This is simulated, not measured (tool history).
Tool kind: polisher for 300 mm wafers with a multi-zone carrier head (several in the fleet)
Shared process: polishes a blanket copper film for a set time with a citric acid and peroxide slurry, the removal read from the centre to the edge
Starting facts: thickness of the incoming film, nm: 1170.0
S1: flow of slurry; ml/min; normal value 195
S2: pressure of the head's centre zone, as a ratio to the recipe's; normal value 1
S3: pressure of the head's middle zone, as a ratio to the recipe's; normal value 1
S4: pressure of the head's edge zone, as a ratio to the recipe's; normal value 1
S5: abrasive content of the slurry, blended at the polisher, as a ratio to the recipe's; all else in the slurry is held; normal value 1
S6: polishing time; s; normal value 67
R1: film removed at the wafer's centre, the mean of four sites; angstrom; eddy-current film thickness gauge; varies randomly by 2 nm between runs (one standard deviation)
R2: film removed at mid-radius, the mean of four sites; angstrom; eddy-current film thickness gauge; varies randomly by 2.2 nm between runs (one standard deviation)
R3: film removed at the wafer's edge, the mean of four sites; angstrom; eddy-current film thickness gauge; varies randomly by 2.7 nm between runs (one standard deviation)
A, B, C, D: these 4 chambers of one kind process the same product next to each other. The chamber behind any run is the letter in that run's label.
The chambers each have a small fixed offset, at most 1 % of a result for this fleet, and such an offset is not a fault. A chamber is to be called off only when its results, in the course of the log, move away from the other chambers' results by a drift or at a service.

run	day	S1	S2	S3	S4	S5	S6	R1	R2	R3
1B	0.421	195	1	1	1	1	67	1973.2	2061.5	2081.8
# day 0.508: chamber B: worn pad replaced by a new one
2C	0.704	195	1	1	1	1	67	2008	1995.8	2013.7
3A	1.108	195	1	1	1	1	67	2025.7	2047.4	2071.3
4D	1.475	195	1	1	1	1	67	2020.6	2031.5	2072.1
5A	1.767	195	1	1	1	1	67	2044.5	2076.1	2039.9
# day 1.992: chamber A: worn pad replaced by a new one
# day 2.108: chamber D: worn pad replaced by a new one
6B	2.162	195	1	1	1	1	67	2065.8	2044.3	2030.7
# day 2.196: chamber C: worn pad replaced by a new one
7D	2.65	260	1	1	1	1	67	2081.4	2086.9	2122.4
8C	2.979	260	1	1	1	1	67	2132.2	2127.4	2063.4
9B	3.392	260	1	1	1	1	67	2090.5	2140.4	2065.9
10A	3.912	260	1	1	1	1	67	2135	2135.2	2108.8
# day 4.204: chamber B: slurry nozzle cleaned
11D	4.467	195	1	1	1	1	67	1964.9	2049.2	2032.8
# day 4.512: chamber B: worn pad replaced by a new one
# day 4.883: chamber D: worn pad replaced by a new one
12C	4.962	195	1	1	1	1	67	2046.5	2011.6	2012.6
# day 5.071: chamber A: worn pad replaced by a new one
# day 5.396: chamber C: worn pad replaced by a new one
13C	5.517	195	1	1	1	1	67	2049.5	2043.1	2023.9
14D	6.004	195	1	1	1	1	67	1938.1	2019.1	2052.1
15A	6.562	195	1	1	1	1	67	2012.9	2047.4	2065.5
16B	7.117	195	1	1	1	1	67	2002	2066.5	2061.9
17A	7.375	195	1	1	1	1	67	2013.7	2020.5	2026.7
18D	7.788	195	1	1	1	1	67	1912.4	2051.4	2062.6
# day 7.829: chamber B: centre zone pressure recalibrated
# day 8.038: chamber A: worn pad replaced by a new one
# day 8.117: chamber D: worn pad replaced by a new one
19B	8.242	195	1	1	1	1	67	2025.9	2070.5	2070.8
# day 8.504: chamber C: worn pad replaced by a new one
20C	8.617	195	1	1	1	1	67	2048.4	2049.4	2018.6
# day 8.75: chamber B: worn pad replaced by a new one
21B	9.108	195	1	1	1	1	67	2054.9	2085.1	2048.7
22C	9.483	195	1	1	1	1	67	2014	2029.5	1961.9
# day 10.038: chamber D: slurry nozzle cleaned
23A	10.058	195	1	1	1	1	67	2053.3	2003.5	2028.7
24D	10.346	195	1	1	0.9	1	67	1837.4	2056	1982
# day 10.417: chamber A: worn pad replaced by a new one
25D	10.788	195	1	1	0.9	1	67	1850.5	2059.3	1925.4
26B	11.046	195	1	1	0.9	1	67	2042.7	2049.4	1926.9
27A	11.4	195	1	1	0.9	1	67	2047.2	2065.2	1911
28C	11.85	195	1.08	1	1	1.15	67	2261.7	2053.4	2105
# day 11.95: chamber C: worn pad replaced by a new one
29C	12.425	195	1.08	1	1	1.15	67	2256.9	2072.4	2106
# day 12.85: chamber B: worn pad replaced by a new one
30B	12.988	195	1.08	1	1	1.15	67	2235.7	2094.6	2081

All 4 chambers run these settings next. Forecast each chamber's results:
31A	13.404	195	1	1	1	1	67	?	?	?
31B	13.404	195	1	1	1	1	67	?	?	?
31C	13.404	195	1	1	1	1	67	?	?	?
31D	13.404	195	1	1	1	1	67	?	?	?

run	R1	R2	R3
31A	2026.1	2038.2	2022.4
31B	2035.8	2056	2030.9
31C	2063.4	2058.7	2023.5
31D	1743.4	2062	2066.6

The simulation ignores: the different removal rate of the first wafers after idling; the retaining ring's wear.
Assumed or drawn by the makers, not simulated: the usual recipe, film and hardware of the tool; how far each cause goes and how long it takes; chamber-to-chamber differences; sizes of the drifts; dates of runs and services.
